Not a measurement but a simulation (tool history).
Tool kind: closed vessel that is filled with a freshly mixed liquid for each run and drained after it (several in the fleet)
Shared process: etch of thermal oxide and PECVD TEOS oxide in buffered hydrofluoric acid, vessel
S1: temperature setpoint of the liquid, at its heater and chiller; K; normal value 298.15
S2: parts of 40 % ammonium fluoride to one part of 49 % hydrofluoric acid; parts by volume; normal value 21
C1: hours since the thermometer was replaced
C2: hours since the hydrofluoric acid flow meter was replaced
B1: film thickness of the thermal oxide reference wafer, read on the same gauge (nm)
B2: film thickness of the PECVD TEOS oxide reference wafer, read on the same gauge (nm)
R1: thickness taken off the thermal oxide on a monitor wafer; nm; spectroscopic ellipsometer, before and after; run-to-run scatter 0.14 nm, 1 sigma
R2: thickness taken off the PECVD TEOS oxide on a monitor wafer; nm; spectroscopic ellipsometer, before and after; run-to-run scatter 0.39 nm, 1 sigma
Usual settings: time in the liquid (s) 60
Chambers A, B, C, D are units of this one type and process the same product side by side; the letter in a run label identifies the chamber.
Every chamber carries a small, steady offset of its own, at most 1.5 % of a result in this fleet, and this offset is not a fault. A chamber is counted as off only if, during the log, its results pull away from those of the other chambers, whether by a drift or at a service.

run 1C day=0.246 | S1=298.15 S2=21 time_in_the_liquid_(s)=60 | C1=435.2 C2=2255.5 | B1=79.997 B2=149.99 | R1=37.574 R2=64.5
run 2A day=0.596 | S1=298.15 S2=21 time_in_the_liquid_(s)=60 | C1=995.2 C2=1021.3 | B1=80.003 B2=149.99 | R1=36.537 R2=64.374
run 3D day=0.833 | S1=298.15 S2=21 time_in_the_liquid_(s)=60 | C1=772.1 C2=2056.9 | B1=80.013 B2=149.99 | R1=36.747 R2=65.176
run 4B day=1.192 | S1=298.15 S2=21 time_in_the_liquid_(s)=60 | C1=277.8 C2=33.9 | B1=79.989 B2=149.99 | R1=36.242 R2=65.845
run 5D day=1.358 | S1=298.15 S2=21 time_in_the_liquid_(s)=60 | C1=784.7 C2=2069.5 | B1=79.993 B2=150 | R1=37.148 R2=65.248
run 6A day=1.7 | S1=298.15 S2=21 time_in_the_liquid_(s)=60 | C1=1021.7 C2=1047.8 | B1=80.021 B2=150.01 | R1=36.983 R2=64.818
run 7C day=1.95 | S1=298.15 S2=21 time_in_the_liquid_(s)=60 | C1=476.1 C2=2296.4 | B1=80.024 B2=150.02 | R1=37.436 R2=63.768
run 8B day=2.15 | S1=298.15 S2=21 time_in_the_liquid_(s)=60 | C1=300.8 C2=56.9 | B1=80.009 B2=149.99 | R1=36.593 R2=65.965
run 9D day=2.483 | S1=298.15 S2=21 time_in_the_liquid_(s)=60 | C1=811.7 C2=2096.5 | B1=80.004 B2=150.02 | R1=37.151 R2=65.403
run 10B day=2.667 | S1=296.15 S2=21 time_in_the_liquid_(s)=45 | C1=313.2 C2=69.3 | B1=79.986 B2=150.01 | R1=24.699 R2=44.55
run 11C day=2.933 | S1=296.15 S2=21 time_in_the_liquid_(s)=45 | C1=499.7 C2=2320 | B1=79.996 B2=149.99 | R1=25.203 R2=42.893
run 12A day=3.192 | S1=296.15 S2=21 time_in_the_liquid_(s)=45 | C1=1057.5 C2=1083.6 | B1=79.97 B2=150.01 | R1=24.634 R2=43.368
run 13D day=3.45 | S1=296.15 S2=21 time_in_the_liquid_(s)=45 | C1=834.9 C2=2119.7 | B1=80 B2=150.01 | R1=24.942 R2=44.15
run 14C day=3.717 | S1=298.15 S2=21 time_in_the_liquid_(s)=60 | C1=518.5 C2=2338.8 | B1=80.045 B2=150.01 | R1=37.326 R2=65.07
run 15B day=3.917 | S1=298.15 S2=21 time_in_the_liquid_(s)=60 | C1=343.2 C2=99.3 | B1=79.979 B2=150 | R1=36.548 R2=65.846
run 16A day=4.183 | S1=298.15 S2=21 time_in_the_liquid_(s)=60 | C1=1081.3 C2=1107.4 | B1=79.987 B2=150.01 | R1=36.736 R2=64.639
run 17A day=4.396 | S1=298.15 S2=21 time_in_the_liquid_(s)=60 | C1=1086.4 C2=1112.5 | B1=80.008 B2=150.01 | R1=36.592 R2=65.008
run 18C day=4.754 | S1=298.15 S2=21 time_in_the_liquid_(s)=60 | C1=543.4 C2=2363.7 | B1=80.013 B2=149.99 | R1=37.227 R2=63.989
run 19B day=5.042 | S1=298.15 S2=21 time_in_the_liquid_(s)=60 | C1=370.2 C2=126.3 | B1=79.975 B2=150.02 | R1=36.47 R2=65.944
run 20D day=5.375 | S1=298.15 S2=21 time_in_the_liquid_(s)=60 | C1=881.1 C2=2165.9 | B1=79.975 B2=149.99 | R1=37.041 R2=65.478
run 21C day=5.675 | S1=298.15 S2=21 time_in_the_liquid_(s)=60 | C1=565.5 C2=2385.8 | B1=80.004 B2=149.98 | R1=37.46 R2=64.004
run 22D day=5.933 | S1=298.15 S2=21 time_in_the_liquid_(s)=60 | C1=894.5 C2=2179.3 | B1=80.014 B2=149.99 | R1=37.158 R2=65.313
run 23A day=6.146 | S1=298.15 S2=15.5 time_in_the_liquid_(s)=40 | C1=1128.4 C2=1154.5 | B1=79.992 B2=150 | R1=32.364 R2=57.428
run 24B day=6.379 | S1=298.15 S2=15.5 time_in_the_liquid_(s)=40 | C1=402.3 C2=158.4 | B1=80.017 B2=150.01 | R1=32.613 R2=57.788
run 25B day=6.558 | S1=298.15 S2=15.5 time_in_the_liquid_(s)=40 | C1=406.6 C2=162.7 | B1=79.998 B2=150 | R1=32.682 R2=58.195
run 26D day=6.821 | S1=298.15 S2=15.5 time_in_the_liquid_(s)=40 | C1=915.8 C2=2200.6 | B1=80.01 B2=150.02 | R1=32.926 R2=58.404
run 27C day=6.992 | S1=298.15 S2=21 time_in_the_liquid_(s)=60 | C1=597.1 C2=2417.4 | B1=80.002 B2=149.99 | R1=37.443 R2=64.082
run 28A day=7.262 | S1=300.15 S2=21 time_in_the_liquid_(s)=40 | C1=1155.2 C2=1181.3 | B1=79.987 B2=150.01 | R1=27.354 R2=48.366
run 29C day=7.6 | S1=300.15 S2=21 time_in_the_liquid_(s)=40 | C1=611.7 C2=2432 | B1=79.991 B2=150 | R1=27.801 R2=47.247
run 30B day=7.783 | S1=300.15 S2=21 time_in_the_liquid_(s)=40 | C1=436 C2=192.1 | B1=79.996 B2=149.99 | R1=26.977 R2=48.884
run 31A day=8.125 | S1=300.15 S2=21 time_in_the_liquid_(s)=40 | C1=1175.9 C2=1202 | B1=80.022 B2=150.01 | R1=27.38 R2=48.489
run 32D day=8.396 | S1=298.15 S2=21 time_in_the_liquid_(s)=60 | C1=953.6 C2=2238.4 | B1=80.014 B2=150 | R1=36.781 R2=65.221
-- day=8.533 chamber D: hydrofluoric acid flow meter replaced
run 33C day=8.65 | S1=298.15 S2=21 time_in_the_liquid_(s)=60 | C1=636.9 C2=2457.2 | B1=80.006 B2=149.99 | R1=37.479 R2=64.302
run 34A day=8.846 | S1=298.15 S2=21 time_in_the_liquid_(s)=60 | C1=1193.2 C2=1219.3 | B1=79.982 B2=150.01 | R1=36.894 R2=64.851
run 35D day=9.021 | S1=298.15 S2=21 time_in_the_liquid_(s)=60 | C1=968.6 C2=11.7 | B1=79.978 B2=150.01 | R1=37.108 R2=65.714
run 36B day=9.292 | S1=298.15 S2=21 time_in_the_liquid_(s)=60 | C1=472.2 C2=228.3 | B1=79.988 B2=150 | R1=36.659 R2=65.882
run 37B day=9.579 | S1=298.15 S2=21 time_in_the_liquid_(s)=60 | C1=479.1 C2=235.2 | B1=79.991 B2=150.01 | R1=36.597 R2=66.099
run 38D day=9.871 | S1=298.15 S2=21 time_in_the_liquid_(s)=60 | C1=989 C2=32.1 | B1=80.027 B2=149.99 | R1=36.972 R2=65.202
run 39A day=10.254 | S1=298.15 S2=21 time_in_the_liquid_(s)=60 | C1=1227 C2=1253.1 | B1=79.989 B2=150.01 | R1=36.602 R2=65.768
run 40C day=10.496 | S1=298.15 S2=21 time_in_the_liquid_(s)=60 | C1=681.2 C2=2501.5 | B1=79.966 B2=149.99 | R1=37.523 R2=64.449
run 41B day=10.771 | S1=298.15 S2=21 time_in_the_liquid_(s)=60 | C1=507.7 C2=263.8 | B1=80.005 B2=150.01 | R1=36.726 R2=65.217

The same settings go to every chamber for the next run, one line per chamber below. Forecast the results for each:
run 42A day=11.05 | S1=298.15 S2=21 time_in_the_liquid_(s)=30 | R1=? R2=?
run 42B day=11.05 | S1=298.15 S2=21 time_in_the_liquid_(s)=30 | R1=? R2=?
run 42C day=11.05 | S1=298.15 S2=21 time_in_the_liquid_(s)=30 | R1=? R2=?
run 42D day=11.05 | S1=298.15 S2=21 time_in_the_liquid_(s)=30 | R1=? R2=?

run=42A R1=18.391 R2=32.619
run=42B R1=18.242 R2=32.935
run=42C R1=18.662 R2=32.072
run=42D R1=18.645 R2=32.922
